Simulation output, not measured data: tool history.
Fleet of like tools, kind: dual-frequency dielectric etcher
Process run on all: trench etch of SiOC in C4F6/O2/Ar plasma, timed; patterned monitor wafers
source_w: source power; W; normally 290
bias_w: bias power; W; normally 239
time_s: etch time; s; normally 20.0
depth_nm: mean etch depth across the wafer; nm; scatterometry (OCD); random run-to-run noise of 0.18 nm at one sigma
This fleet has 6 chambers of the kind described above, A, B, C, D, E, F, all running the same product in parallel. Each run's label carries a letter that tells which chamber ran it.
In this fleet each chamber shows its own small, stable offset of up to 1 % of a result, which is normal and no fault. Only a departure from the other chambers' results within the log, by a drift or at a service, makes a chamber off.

run   hour  source_w  bias_w  time_s  read-back reference wafer on the same gauge, depth_nm  depth_nm
 1D    5.5       290     239    20.0                                                 39.778    40.064
 2E    8.9       290     239    20.0                                                 39.874    40.115
 3A   15.3       290     239    20.0                                                 39.834    40.550
 4B   19.9       290     239    20.0                                                 39.756    39.975
 5C   25.2       290     239    20.0                                                 39.768    40.190
 6F   28.6       290     239    20.0                                                 39.842    40.523
 7A   34.3       290     239    20.0                                                 39.833    40.316
 8D   37.4       240     239    22.5                                                 39.790    41.836
 9C   42.9       240     239    22.5                                                 39.741    42.376
10F   47.2       240     239    22.5                                                 39.791    42.386
11B   52.4       240     239    22.5                                                 39.837    41.909
12E   59.0       240     239    22.5                                                 39.791    42.494
13D   65.3       240     239    22.5                                                 39.789    41.813
14F   70.2       290     239    20.0                                                 39.807    40.410
15B   74.6       290     239    20.0                                                 39.787    40.082
16E   78.2       290     283    23.0                                                 39.823    49.142
17C   82.4       290     283    23.0                                                 39.809    49.111
18A   88.8       290     283    23.0                                                 39.806    49.154
      92.4  -- chamber D: bias power generator calibrated
19C   93.0       290     283    23.0                                                 39.798    49.332
20E   96.5       290     283    23.0                                                 39.810    49.010
21D  102.0       290     283    23.0                                                 39.799    49.014
22B  108.1       290     239    20.0                                                 39.837    40.244
23A  113.4       290     279    20.0                                                 39.786    42.762
24F  119.1       290     279    20.0                                                 39.867    42.775
25D  122.7       290     279    20.0                                                 39.799    42.292
26B  125.7       290     279    20.0                                                 39.752    42.259
27C  130.3       290     279    20.0                                                 39.802    42.489
28E  137.0       290     279    20.0                                                 39.757    42.313
29A  140.3       290     186    22.5                                                 39.768    41.765
30F  144.3       290     186    22.5                                                 39.785    41.827
31E  150.8       290     186    22.5                                                 39.799    41.727
32C  154.7       290     186    22.5                                                 39.790    41.625
33A  159.4       290     186    22.5                                                 39.813    41.524
34D  166.1       290     186    22.5                                                 39.854    41.416
35F  169.2       290     239    20.0                                                 39.800    40.676
36B  173.4       350     198    20.0                                                 39.776    40.305
37B  177.3       350     198    20.0                                                 39.808    40.294
38A  181.7       350     198    20.0                                                 39.777    40.660
39E  186.6       350     198    20.0                                                 39.807    40.338

Next, all 6 chambers run the settings below, one line each with question marks for the results. What does each chamber give?
40A  191.4       290     184    20.0                                                                ?
40B  191.4       290     184    20.0                                                                ?
40C  191.4       290     184    20.0                                                                ?
40D  191.4       290     184    20.0                                                                ?
40E  191.4       290     184    20.0                                                                ?
40F  191.4       290     184    20.0                                                                ?

run  depth_nm
40A    36.966
40B    36.706
40C    36.998
40D    36.521
40E    36.945
40F    36.851
